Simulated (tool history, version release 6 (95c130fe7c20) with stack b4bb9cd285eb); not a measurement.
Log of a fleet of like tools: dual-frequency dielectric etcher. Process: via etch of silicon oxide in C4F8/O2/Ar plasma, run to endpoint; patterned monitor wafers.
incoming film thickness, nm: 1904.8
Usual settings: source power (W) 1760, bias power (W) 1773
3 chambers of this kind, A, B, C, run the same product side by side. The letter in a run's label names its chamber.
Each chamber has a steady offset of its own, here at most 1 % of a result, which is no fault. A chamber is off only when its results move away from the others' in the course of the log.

run 1A hour=5.7 | source_power_(W)=1760 bias_power_(W)=1773 | endpoint_time_(s)=414.66
run 2B hour=16.2 | source_power_(W)=1760 bias_power_(W)=1773 | endpoint_time_(s)=414.09
run 3C hour=23.3 | source_power_(W)=1760 bias_power_(W)=1773 | endpoint_time_(s)=408.73
run 4A hour=31.1 | source_power_(W)=1760 bias_power_(W)=1773 | endpoint_time_(s)=413.45
run 5C hour=38.8 | source_power_(W)=1760 bias_power_(W)=1773 | endpoint_time_(s)=408.17
-- hour=40.1 chamber B: wet clean of the chamber
run 6B hour=48.8 | source_power_(W)=1760 bias_power_(W)=1773 | endpoint_time_(s)=415.45
run 7B hour=53.8 | source_power_(W)=1760 bias_power_(W)=1773 | endpoint_time_(s)=412.18
run 8C hour=63.4 | source_power_(W)=1760 bias_power_(W)=1773 | endpoint_time_(s)=405.76
run 9A hour=68.1 | source_power_(W)=1760 bias_power_(W)=1773 | endpoint_time_(s)=410.99
run 10C hour=78.7 | source_power_(W)=1340 bias_power_(W)=1773 | endpoint_time_(s)=453.71
run 11A hour=88.2 | source_power_(W)=1340 bias_power_(W)=1773 | endpoint_time_(s)=462.48
run 12B hour=97.6 | source_power_(W)=1340 bias_power_(W)=1773 | endpoint_time_(s)=460.02
run 13A hour=106.0 | source_power_(W)=1410 bias_power_(W)=2106 | endpoint_time_(s)=427.97
run 14B hour=111.5 | source_power_(W)=1410 bias_power_(W)=2106 | endpoint_time_(s)=432.05
run 15C hour=116.9 | source_power_(W)=1410 bias_power_(W)=2106 | endpoint_time_(s)=419.76
run 16A hour=124.3 | source_power_(W)=1760 bias_power_(W)=1773 | endpoint_time_(s)=410.21
run 17B hour=131.3 | source_power_(W)=1760 bias_power_(W)=1773 | endpoint_time_(s)=411.67
run 18C hour=140.5 | source_power_(W)=1760 bias_power_(W)=1773 | endpoint_time_(s)=402.49
run 19A hour=146.7 | source_power_(W)=1510 bias_power_(W)=1911 | endpoint_time_(s)=427.68
run 20C hour=157.0 | source_power_(W)=1510 bias_power_(W)=1911 | endpoint_time_(s)=419.41
run 21B hour=167.0 | source_power_(W)=1510 bias_power_(W)=1911 | endpoint_time_(s)=431.83
run 22B hour=175.5 | source_power_(W)=1760 bias_power_(W)=1773 | endpoint_time_(s)=418.07
run 23C hour=182.6 | source_power_(W)=1760 bias_power_(W)=1773 | endpoint_time_(s)=401.80
run 24A hour=187.4 | source_power_(W)=1760 bias_power_(W)=1773 | endpoint_time_(s)=410.83
run 25A hour=198.0 | source_power_(W)=1760 bias_power_(W)=1773 | endpoint_time_(s)=410.46
run 26C hour=203.3 | source_power_(W)=1760 bias_power_(W)=1773 | endpoint_time_(s)=402.45
run 27B hour=211.1 | source_power_(W)=1760 bias_power_(W)=1773 | endpoint_time_(s)=413.27
run 28B hour=216.0 | source_power_(W)=1760 bias_power_(W)=1773 | endpoint_time_(s)=413.17
run 29C hour=223.2 | source_power_(W)=1760 bias_power_(W)=1773 | endpoint_time_(s)=398.25

Next, every chamber runs the same settings. What will each give?
run 30A hour=230.8 | source_power_(W)=1760 bias_power_(W)=1358 | endpoint_time_(s)=?
run 30B hour=230.8 | source_power_(W)=1760 bias_power_(W)=1358 | endpoint_time_(s)=?
run 30C hour=230.8 | source_power_(W)=1760 bias_power_(W)=1358 | endpoint_time_(s)=?

run=30A endpoint_time_(s)=444.91
run=30B endpoint_time_(s)=444.01
run=30C endpoint_time_(s)=428.35
